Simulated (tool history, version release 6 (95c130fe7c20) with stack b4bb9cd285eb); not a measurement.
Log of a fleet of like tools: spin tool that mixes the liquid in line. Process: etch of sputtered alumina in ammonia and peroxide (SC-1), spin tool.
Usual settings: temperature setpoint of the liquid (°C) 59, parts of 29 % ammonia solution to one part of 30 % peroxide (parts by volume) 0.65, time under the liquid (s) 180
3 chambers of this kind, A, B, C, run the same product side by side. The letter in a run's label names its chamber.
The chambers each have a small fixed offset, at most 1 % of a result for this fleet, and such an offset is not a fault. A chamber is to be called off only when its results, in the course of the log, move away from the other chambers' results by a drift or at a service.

run,day,temperature setpoint of the liquid (°C),parts of 29 % ammonia solution to one part of 30 % peroxide (parts by volume),time under the liquid (s),hours since the thermometer was replaced,hours since the ammonia flow meter was replaced,hours since the heated supply line was repaired,hours since the drum of ammonia solution was connected,"read-back film thickness of the sputtered alumina reference wafer, read on the same gauge (nm)",thickness taken off the sputtered alumina on a monitor wafer (angstrom)
1C,0.367,59,0.65,180,97.7,177.8,2969.3,737.7,150.03,123.34
2A,0.808,59,0.65,180,728.2,92,2190.6,149.4,149.98,121.38
3B,1.2,59,0.65,180,540.5,984.4,2051.3,35.4,150.03,120.91
4A,1.792,59,0.65,180,751.8,115.6,2214.2,173,150.01,120.79
5B,2.125,59,0.65,180,562.7,1006.6,2073.5,57.6,150,121.14
6C,2.7,67,0.65,180,153.7,233.8,3025.3,793.7,149.99,185.41
7B,3.167,67,0.65,180,587.7,1031.6,2098.5,82.6,150,182.51
8C,3.812,67,0.65,180,180.4,260.5,3052,820.4,149.98,183.91
9A,4.283,59,0.65,180,811.6,175.4,2274,232.8,149.99,120.97
10B,4.588,67.5,0.65,180,621.8,1065.7,2132.6,116.7,150,186.48
11C,5.121,67.5,0.65,180,211.8,291.9,3083.4,851.8,150.02,188.47
12A,5.617,67.5,0.65,180,843.6,207.4,2306,264.8,149.98,186.31
13C,6.008,59,0.65,180,233.1,313.2,3104.7,873.1,150.02,123.55
14B,6.583,59,0.65,180,669.7,1113.6,2180.5,164.6,150,121.94
# day 6.75: chamber A: new drum of ammonia solution connected
15A,7.162,59,0.65,180,880.7,244.5,2343.1,9.9,150,122.04
16C,7.571,59,0.65,180,270.6,350.7,3142.2,910.6,150,123.8
17A,7.917,59,0.65,180,898.8,262.6,2361.2,28,150.01,119.48
18B,8.542,54,0.9,180,716.7,1160.6,2227.5,211.6,150,97.573
# day 8.858: chamber A: heated supply line repaired
19A,8.958,54,0.9,180,923.8,287.6,2.4,53,149.99,96.004
# day 9.038: chamber B: thermometer replaced
20B,9.3,54,0.9,180,6.4,1178.8,2245.7,229.8,150,96.594
21C,9.721,59,0.65,180,322.2,402.3,3193.8,962.2,150.01,123.44
22A,10.025,59,0.65,180,949.4,313.2,28,78.6,150.01,120.97
23B,10.371,52.5,0.45,180,32.1,1204.5,2271.4,255.5,150.01,82.803
24C,10.721,52.5,0.45,180,346.2,426.3,3217.8,986.2,150.01,82.982
# day 10.871: chamber C: new drum of ammonia solution connected
25C,11.304,52.5,0.45,180,360.2,440.3,3231.8,10.5,150.02,84.5
26A,11.883,59,0.5,180,994,357.8,72.6,123.2,150,118.72
27B,12.292,59,0.5,180,78.2,1250.6,2317.5,301.6,150.01,117.91
28C,12.638,59,0.5,180,392.2,472.3,3263.8,42.5,150,120.39
29A,13.138,53.5,0.65,180,1024.1,387.9,102.7,153.3,150.01,90.863
30B,13.55,53.5,0.65,180,108.4,1280.8,2347.7,331.8,150.03,91.316
# day 13.758: chamber B: new drum of ammonia solution connected
31B,14.05,53.5,0.65,180,120.4,1292.8,2359.7,7.1,149.97,90.368
# day 14.088: chamber B: heated supply line repaired
32C,14.396,59,0.65,180,434.4,514.5,3306,84.7,150,122.08
33A,14.7,49.5,0.65,220,1061.6,425.4,140.2,190.8,149.99,89.375
34C,15.1,49.5,0.65,220,451.3,531.4,3322.9,101.6,150,90.236
35B,15.642,49.5,0.65,220,158.6,1331,37.3,45.3,150.01,89.866
36A,16.017,59,0.65,180,1093.2,457,171.8,222.4,150,122.91
37A,16.338,59,0.65,180,1100.9,464.7,179.5,230.1,149.98,121.64
38C,16.738,59,0.65,180,490.6,570.7,3362.2,140.9,149.99,122.06
39B,17.329,59,0.65,180,199.1,1371.5,77.8,85.8,149.98,119.95
# day 17.783: chamber A: new drum of ammonia solution connected
40C,17.783,59,0.65,180,515.7,595.8,3387.3,166,150,123.82
41A,18.104,59,0.65,180,1143.3,507.1,221.9,7.7,149.98,122.16
# day 18.408: chamber B: ammonia flow meter replaced
42B,18.679,59,0.85,90,231.5,6.5,110.2,118.2,150.01,62.565
43A,19.233,59,0.85,90,1170.4,534.2,249,34.8,150.02,61.936

Has any chamber moved away from the others, gradually or after a service, or does the common gauge drift, or do the chambers differ only by their own small steady offsets? State the chamber and the most likely cause if one applies.

Neither any chamber nor the gauge drifts; the chambers differ only by their own small, steady offsets.
